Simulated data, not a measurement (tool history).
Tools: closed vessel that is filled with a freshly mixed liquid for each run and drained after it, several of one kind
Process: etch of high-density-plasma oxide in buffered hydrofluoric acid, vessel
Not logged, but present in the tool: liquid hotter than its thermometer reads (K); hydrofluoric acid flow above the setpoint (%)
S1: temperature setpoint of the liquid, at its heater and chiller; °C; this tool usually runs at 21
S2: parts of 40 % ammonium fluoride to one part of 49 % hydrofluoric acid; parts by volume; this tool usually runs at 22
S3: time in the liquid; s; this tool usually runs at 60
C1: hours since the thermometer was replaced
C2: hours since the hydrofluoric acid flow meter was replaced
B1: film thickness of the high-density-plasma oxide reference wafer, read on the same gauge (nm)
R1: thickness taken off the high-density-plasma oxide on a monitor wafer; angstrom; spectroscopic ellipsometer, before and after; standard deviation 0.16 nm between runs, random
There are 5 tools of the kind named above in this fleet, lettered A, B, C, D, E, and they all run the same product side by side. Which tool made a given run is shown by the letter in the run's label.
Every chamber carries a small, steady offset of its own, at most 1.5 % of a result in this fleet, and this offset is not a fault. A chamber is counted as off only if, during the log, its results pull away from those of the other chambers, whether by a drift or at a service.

{"run": "1B", "day": 0.112, "S1": 21, "S2": 22, "S3": 60, "C1": 1003.8, "C2": 194.3, "B1": 139.97, "R1": 404.4}
{"run": "2C", "day": 0.229, "S1": 21, "S2": 22, "S3": 60, "C1": 430.9, "C2": 413.3, "B1": 140, "R1": 406.27}
{"run": "3A", "day": 0.45, "S1": 21, "S2": 22, "S3": 60, "C1": 261.7, "C2": 508.9, "B1": 140.03, "R1": 404.24}
{"day": 0.554, "done": "chamber E: thermometer replaced"}
{"run": "4D", "day": 0.658, "S1": 21, "S2": 22, "S3": 60, "C1": 2541.2, "C2": 1474, "B1": 140.01, "R1": 412.91}
{"run": "5E", "day": 0.85, "S1": 21, "S2": 22, "S3": 60, "C1": 7.2, "C2": 509.2, "B1": 140.02, "R1": 406.18}
{"run": "6A", "day": 1.05, "S1": 21, "S2": 22, "S3": 60, "C1": 276.1, "C2": 523.3, "B1": 139.99, "R1": 404.95}
{"run": "7D", "day": 1.196, "S1": 21, "S2": 22, "S3": 60, "C1": 2554.1, "C2": 1486.9, "B1": 140.01, "R1": 412.76}
{"run": "8C", "day": 1.312, "S1": 21, "S2": 22, "S3": 60, "C1": 456.9, "C2": 439.3, "B1": 140, "R1": 409.31}
{"run": "9E", "day": 1.562, "S1": 21, "S2": 22, "S3": 60, "C1": 24.3, "C2": 526.3, "B1": 139.97, "R1": 406.22}
{"run": "10B", "day": 1.688, "S1": 21, "S2": 22, "S3": 60, "C1": 1041.6, "C2": 232.1, "B1": 139.98, "R1": 406.18}
{"run": "11B", "day": 1.908, "S1": 21, "S2": 22, "S3": 60, "C1": 1046.9, "C2": 237.4, "B1": 139.99, "R1": 407.64}
{"run": "12D", "day": 2.129, "S1": 25.5, "S2": 22, "S3": 45, "C1": 2576.5, "C2": 1509.3, "B1": 139.99, "R1": 396.27}
{"run": "13E", "day": 2.329, "S1": 25.5, "S2": 22, "S3": 45, "C1": 42.7, "C2": 544.7, "B1": 139.98, "R1": 389.4}
{"run": "14C", "day": 2.458, "S1": 25.5, "S2": 22, "S3": 45, "C1": 484.4, "C2": 466.8, "B1": 140.01, "R1": 394.24}
{"run": "15A", "day": 2.583, "S1": 25.5, "S2": 22, "S3": 45, "C1": 312.9, "C2": 560.1, "B1": 140.03, "R1": 386.38}
{"run": "16B", "day": 2.758, "S1": 25.5, "S2": 22, "S3": 45, "C1": 1067.3, "C2": 257.8, "B1": 139.99, "R1": 395.98}
{"run": "17A", "day": 2.888, "S1": 21, "S2": 22, "S3": 60, "C1": 320.2, "C2": 567.4, "B1": 140.02, "R1": 403.67}
{"run": "18C", "day": 3.138, "S1": 21, "S2": 22, "S3": 60, "C1": 500.7, "C2": 483.1, "B1": 140.02, "R1": 407.84}
{"run": "19E", "day": 3.388, "S1": 21, "S2": 22, "S3": 60, "C1": 68.1, "C2": 570.1, "B1": 139.99, "R1": 405.17}
{"run": "20D", "day": 3.538, "S1": 21, "S2": 22, "S3": 60, "C1": 2610.3, "C2": 1543.1, "B1": 140.01, "R1": 411.43}
{"run": "21B", "day": 3.792, "S1": 21, "S2": 22, "S3": 60, "C1": 1092.1, "C2": 282.6, "B1": 140.01, "R1": 414.82}
{"run": "22A", "day": 4.033, "S1": 21, "S2": 22, "S3": 60, "C1": 347.7, "C2": 594.9, "B1": 140, "R1": 401.75}
{"run": "23E", "day": 4.279, "S1": 21, "S2": 22, "S3": 60, "C1": 89.5, "C2": 591.5, "B1": 140.01, "R1": 406.33}
{"run": "24D", "day": 4.512, "S1": 21, "S2": 26.5, "S3": 60, "C1": 2633.7, "C2": 1566.5, "B1": 140, "R1": 362.92}
{"run": "25C", "day": 4.717, "S1": 21, "S2": 26.5, "S3": 60, "C1": 538.6, "C2": 521, "B1": 140.01, "R1": 359.38}
{"run": "26A", "day": 4.933, "S1": 21, "S2": 26.5, "S3": 60, "C1": 369.3, "C2": 616.5, "B1": 140, "R1": 353.42}
{"run": "27E", "day": 5.05, "S1": 21, "S2": 26.5, "S3": 60, "C1": 108, "C2": 610, "B1": 140, "R1": 357.84}
{"run": "28C", "day": 5.3, "S1": 21, "S2": 26.5, "S3": 60, "C1": 552.6, "C2": 535, "B1": 140, "R1": 361.51}
{"run": "29D", "day": 5.417, "S1": 21, "S2": 22, "S3": 60, "C1": 2655.4, "C2": 1588.2, "B1": 140.01, "R1": 412.94}
{"run": "30B", "day": 5.529, "S1": 21, "S2": 22, "S3": 60, "C1": 1133.8, "C2": 324.3, "B1": 139.99, "R1": 418.29}
{"run": "31A", "day": 5.675, "S1": 21, "S2": 22, "S3": 60, "C1": 387.1, "C2": 634.3, "B1": 140.02, "R1": 407.76}
{"run": "32E", "day": 5.888, "S1": 21, "S2": 22, "S3": 60, "C1": 128.1, "C2": 630.1, "B1": 140.02, "R1": 403.31}
{"run": "33B", "day": 6.0, "S1": 21, "S2": 22, "S3": 60, "C1": 1145.1, "C2": 335.6, "B1": 139.97, "R1": 417.14}
{"run": "34C", "day": 6.238, "S1": 21, "S2": 22, "S3": 60, "C1": 575.1, "C2": 557.5, "B1": 140, "R1": 406.21}
{"run": "35D", "day": 6.354, "S1": 21, "S2": 22, "S3": 60, "C1": 2677.9, "C2": 1610.7, "B1": 140.02, "R1": 413.55}
{"run": "36B", "day": 6.492, "S1": 21, "S2": 26, "S3": 75, "C1": 1156.9, "C2": 347.4, "B1": 140.01, "R1": 463.98}
{"run": "37E", "day": 6.704, "S1": 21, "S2": 26, "S3": 75, "C1": 147.7, "C2": 649.7, "B1": 140, "R1": 453.46}
{"run": "38A", "day": 6.925, "S1": 21, "S2": 26, "S3": 75, "C1": 417.1, "C2": 664.3, "B1": 140.01, "R1": 447.75}
{"run": "39D", "day": 7.088, "S1": 21, "S2": 26, "S3": 75, "C1": 2695.5, "C2": 1628.3, "B1": 140, "R1": 457.69}
{"run": "40C", "day": 7.204, "S1": 21, "S2": 26, "S3": 75, "C1": 598.3, "C2": 580.7, "B1": 139.98, "R1": 454.05}
{"run": "41A", "day": 7.354, "S1": 21, "S2": 22, "S3": 60, "C1": 427.4, "C2": 674.6, "B1": 140.02, "R1": 405.28}
{"run": "42C", "day": 7.571, "S1": 21, "S2": 22, "S3": 60, "C1": 607.1, "C2": 589.5, "B1": 140.01, "R1": 406.3}
{"run": "43D", "day": 7.821, "S1": 18.5, "S2": 16, "S3": 60, "C1": 2713.1, "C2": 1645.9, "B1": 140.03, "R1": 473.22}

Read the log: is a single chamber off, either drifting away or since a service, is the gauge that measures every chamber drifting, or is nothing wrong beyond small per-chamber offsets? Name any odd chamber and what most likely caused it.

It is chamber B that slowly wanders off from its peers.
Likeliest cause: liquid hotter than its thermometer reads (K) = 0.662.
Not necessarily distinguishable in this log from: hydrofluoric acid flow above the setpoint (%).

Here are 4 candidates for chamber B's next run, each the usual settings with a change, their results left as question marks. Which one brings its results back in line with what the others give on the usual settings?
A result is in line if it is within this distance of the other chambers' mean on the usual settings: R1 5.7 angstrom
{"run": "44B-1", "day": 8.008, "S1": 21, "S2": 23, "S3": 60, "R1": "?"}
{"run": "44B-2", "day": 8.008, "S1": 21, "S2": 21, "S3": 60, "R1": "?"}
{"run": "44B-3", "day": 8.008, "S1": 21.5, "S2": 21, "S3": 60, "R1": "?"}
{"run": "44B-4", "day": 8.008, "S1": 20.5, "S2": 23, "S3": 60, "R1": "?"}

Average result of the remaining chambers running the usual settings: R1 407.78 angstrom
run=44B-1 R1=409.11
run=44B-2 R1=435.64
run=44B-3 R1=447.9
run=44B-4 R1=397.87
Change 44B-1 lands the chamber within the allowed miss of the other chambers.
